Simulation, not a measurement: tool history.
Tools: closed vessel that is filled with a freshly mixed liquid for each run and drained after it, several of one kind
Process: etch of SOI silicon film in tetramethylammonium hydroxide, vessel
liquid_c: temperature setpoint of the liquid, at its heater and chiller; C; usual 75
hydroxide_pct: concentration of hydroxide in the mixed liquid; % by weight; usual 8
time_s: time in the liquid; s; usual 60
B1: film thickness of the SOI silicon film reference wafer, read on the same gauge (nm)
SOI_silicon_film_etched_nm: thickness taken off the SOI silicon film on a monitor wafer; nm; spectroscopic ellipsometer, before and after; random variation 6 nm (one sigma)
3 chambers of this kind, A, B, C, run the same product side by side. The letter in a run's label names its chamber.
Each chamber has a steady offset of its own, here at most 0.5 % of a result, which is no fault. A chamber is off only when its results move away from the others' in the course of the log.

{"run": "1C", "hour": 9.5, "liquid_c": 75, "hydroxide_pct": 8, "time_s": 60, "B1": 90.008, "SOI_silicon_film_etched_nm": 667.46}
{"run": "2B", "hour": 18.4, "liquid_c": 75, "hydroxide_pct": 8, "time_s": 60, "B1": 89.986, "SOI_silicon_film_etched_nm": 669.27}
{"run": "3A", "hour": 23.1, "liquid_c": 75, "hydroxide_pct": 8, "time_s": 60, "B1": 90.019, "SOI_silicon_film_etched_nm": 669.14}
{"run": "4A", "hour": 31.4, "liquid_c": 75, "hydroxide_pct": 8, "time_s": 60, "B1": 89.981, "SOI_silicon_film_etched_nm": 666.88}
{"run": "5C", "hour": 39.9, "liquid_c": 75, "hydroxide_pct": 8, "time_s": 60, "B1": 90.002, "SOI_silicon_film_etched_nm": 682.98}
{"run": "6B", "hour": 49.0, "liquid_c": 81, "hydroxide_pct": 6, "time_s": 60, "B1": 90.012, "SOI_silicon_film_etched_nm": 1016.8}
{"run": "7B", "hour": 58.8, "liquid_c": 81, "hydroxide_pct": 6, "time_s": 60, "B1": 90.003, "SOI_silicon_film_etched_nm": 1013.6}
{"run": "8C", "hour": 63.4, "liquid_c": 81, "hydroxide_pct": 6, "time_s": 60, "B1": 89.99, "SOI_silicon_film_etched_nm": 994.79}
{"run": "9A", "hour": 70.0, "liquid_c": 75, "hydroxide_pct": 8, "time_s": 60, "B1": 90.002, "SOI_silicon_film_etched_nm": 670.95}
{"run": "10C", "hour": 78.3, "liquid_c": 75, "hydroxide_pct": 8, "time_s": 60, "B1": 89.994, "SOI_silicon_film_etched_nm": 668.02}
{"run": "11B", "hour": 83.9, "liquid_c": 75, "hydroxide_pct": 8, "time_s": 60, "B1": 90, "SOI_silicon_film_etched_nm": 676.91}
{"run": "12A", "hour": 91.0, "liquid_c": 75, "hydroxide_pct": 8, "time_s": 60, "B1": 90.017, "SOI_silicon_film_etched_nm": 690.34}
{"run": "13B", "hour": 100.4, "liquid_c": 75, "hydroxide_pct": 8, "time_s": 60, "B1": 90.002, "SOI_silicon_film_etched_nm": 663.99}
{"run": "14C", "hour": 106.1, "liquid_c": 75, "hydroxide_pct": 8, "time_s": 60, "B1": 90, "SOI_silicon_film_etched_nm": 668.35}
{"run": "15A", "hour": 115.6, "liquid_c": 75, "hydroxide_pct": 8, "time_s": 60, "B1": 90.011, "SOI_silicon_film_etched_nm": 700.88}
{"run": "16C", "hour": 120.9, "liquid_c": 75, "hydroxide_pct": 8, "time_s": 60, "B1": 90.02, "SOI_silicon_film_etched_nm": 666.24}
{"run": "17B", "hour": 130.7, "liquid_c": 75, "hydroxide_pct": 8, "time_s": 60, "B1": 89.989, "SOI_silicon_film_etched_nm": 673.93}
{"run": "18A", "hour": 136.5, "liquid_c": 75, "hydroxide_pct": 8, "time_s": 60, "B1": 89.995, "SOI_silicon_film_etched_nm": 711.66}
{"run": "19B", "hour": 141.4, "liquid_c": 70.5, "hydroxide_pct": 6, "time_s": 60, "B1": 89.983, "SOI_silicon_film_etched_nm": 542.9}
{"run": "20C", "hour": 146.3, "liquid_c": 70.5, "hydroxide_pct": 6, "time_s": 60, "B1": 89.989, "SOI_silicon_film_etched_nm": 550.76}
{"run": "21A", "hour": 154.6, "liquid_c": 70.5, "hydroxide_pct": 6, "time_s": 60, "B1": 90.004, "SOI_silicon_film_etched_nm": 585.99}
{"run": "22A", "hour": 160.7, "liquid_c": 75, "hydroxide_pct": 8, "time_s": 60, "B1": 89.994, "SOI_silicon_film_etched_nm": 720.12}
{"run": "23B", "hour": 165.3, "liquid_c": 75, "hydroxide_pct": 8, "time_s": 60, "B1": 89.993, "SOI_silicon_film_etched_nm": 667.98}
{"run": "24C", "hour": 175.1, "liquid_c": 71, "hydroxide_pct": 7, "time_s": 60, "B1": 90.005, "SOI_silicon_film_etched_nm": 550.84}

What goes on in this fleet: one chamber off, a drifting gauge, or nothing beyond the chambers' own small offsets? Name the chamber and the cause, if any.

Chamber A drifts away from the others.
Cause: liquid hotter than its thermometer reads (K) = 1.28.

Here are 4 candidates for chamber A's next run, each the usual settings with a change, their results left as question marks. Which one brings its results back in line with what the others give on the usual settings?
In line means no further than this from the other chambers' mean on the usual settings: SOI_silicon_film_etched_nm 21 nm
{"run": "25A-1", "hour": 182.5, "liquid_c": 75, "hydroxide_pct": 8, "time_s": 55, "SOI_silicon_film_etched_nm": "?"}
{"run": "25A-2", "hour": 182.5, "liquid_c": 76.5, "hydroxide_pct": 8, "time_s": 60, "SOI_silicon_film_etched_nm": "?"}
{"run": "25A-3", "hour": 182.5, "liquid_c": 76.5, "hydroxide_pct": 8, "time_s": 65, "SOI_silicon_film_etched_nm": "?"}
{"run": "25A-4", "hour": 182.5, "liquid_c": 73.5, "hydroxide_pct": 8, "time_s": 55, "SOI_silicon_film_etched_nm": "?"}

The other chambers' mean on the usual settings: SOI_silicon_film_etched_nm 667.91 nm
run=25A-1 SOI_silicon_film_etched_nm=667.67
run=25A-2 SOI_silicon_film_etched_nm=793.08
run=25A-3 SOI_silicon_film_etched_nm=859.17
run=25A-4 SOI_silicon_film_etched_nm=612.39
25A-1 brings the chamber back in line.
